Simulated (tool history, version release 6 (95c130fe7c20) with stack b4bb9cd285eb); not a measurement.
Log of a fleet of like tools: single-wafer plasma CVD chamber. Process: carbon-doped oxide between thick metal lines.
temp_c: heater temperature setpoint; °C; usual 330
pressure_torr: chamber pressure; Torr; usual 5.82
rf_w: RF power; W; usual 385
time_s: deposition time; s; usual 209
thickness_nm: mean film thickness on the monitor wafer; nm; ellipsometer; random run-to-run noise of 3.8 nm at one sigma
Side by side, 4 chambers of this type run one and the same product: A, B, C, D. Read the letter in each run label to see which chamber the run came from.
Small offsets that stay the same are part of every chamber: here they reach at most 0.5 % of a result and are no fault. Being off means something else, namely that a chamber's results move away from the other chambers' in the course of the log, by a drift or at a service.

run,hour,temp_c,pressure_torr,rf_w,time_s,"read-back reference wafer on the same gauge, thickness_nm",thickness_nm
1C,3.9,330,5.82,385,209,977.15,949.81
2B,8.2,330,5.82,385,209,976.05,949.67
3D,13.2,330,5.82,385,209,977.09,940.34
4A,18.8,330,5.82,385,209,977.63,956
5A,25.6,330,5.82,385,209,976.49,948.64
6C,32.7,330,5.82,385,209,977.44,947.53
7D,38,330,5.82,385,209,976.55,945.3
8B,42.8,330,5.82,385,209,976.04,950.43
9B,49.7,330,5.82,385,209,976.91,947.82
10A,53.7,330,5.82,385,209,977.85,955.4
11C,59.5,330,5.82,385,209,977.12,944.94
12D,63.8,330,5.82,385,209,976.94,944.11
13D,70.4,330,5.82,385,209,977.35,942.68
14C,76.6,339,6.5,385,209,976.52,929.53
15A,79.8,339,6.5,385,209,977.8,931.75
16B,85,339,6.5,385,209,977.76,941.26
17C,90,339,6.5,385,209,976.54,938.22
18D,96.5,330,5.82,385,209,976.61,942.49
19B,102.4,330,5.82,355,239,977.76,1022.3
20A,109,330,5.82,355,239,978.58,1021.9
21C,114.8,330,5.82,355,239,977.62,1019.3
22D,122,330,5.82,355,239,976.47,997.24
23B,127.9,330,5.82,385,209,976.82,950.24
24A,131.8,330,5.82,385,209,976.01,951.21
25D,135.2,330,5.82,320,209,977.83,800.14
26A,138.5,330,5.82,320,209,977.28,810.93
27C,145.5,330,5.82,320,209,976.27,820.9
28B,149.1,330,5.82,320,209,976.95,823.68
29A,152.4,330,5.82,385,209,977.51,947.74
30B,156.5,330,5.82,385,209,976.23,950.4
31C,160.6,330,5.82,385,209,977.5,952.55
32D,167.3,330,5.82,385,209,976.91,907.63
33A,172.2,330,5.82,385,209,976.67,949.46
34D,178.2,330,5.82,385,209,977.42,901.6

Which is it: a chamber that has drifted or been left off by a service, a gauge drift common to all chambers, or only each chamber's usual small offset? If a chamber is off, name it and its likeliest cause.

It is chamber D that slowly wanders off from its peers.
What lies behind it: delivered RF power below the setpoint (%) = 6.25.

Chamber D could run next with any of the 4 candidate recipes listed below; each alters the usual settings, and their results appear as question marks. Which one brings its results back in line with what the other chambers deliver on the usual settings?
In-line tolerance around the mean of the other chambers on the usual settings: thickness_nm 13 nm
35D-1,183.4,329,5.89,405,222,,?
35D-2,183.4,329,5.91,410,209,,?
35D-3,183.4,330,5.82,385,189,,?
35D-4,183.4,331,5.73,360,209,,?

Other chambers, usual settings, mean: thickness_nm 949.88 nm
run,thickness_nm
35D-1,998.97
35D-2,949.77
35D-3,815.01
35D-4,852.2
With 35D-2, the chamber falls back in line with the rest.
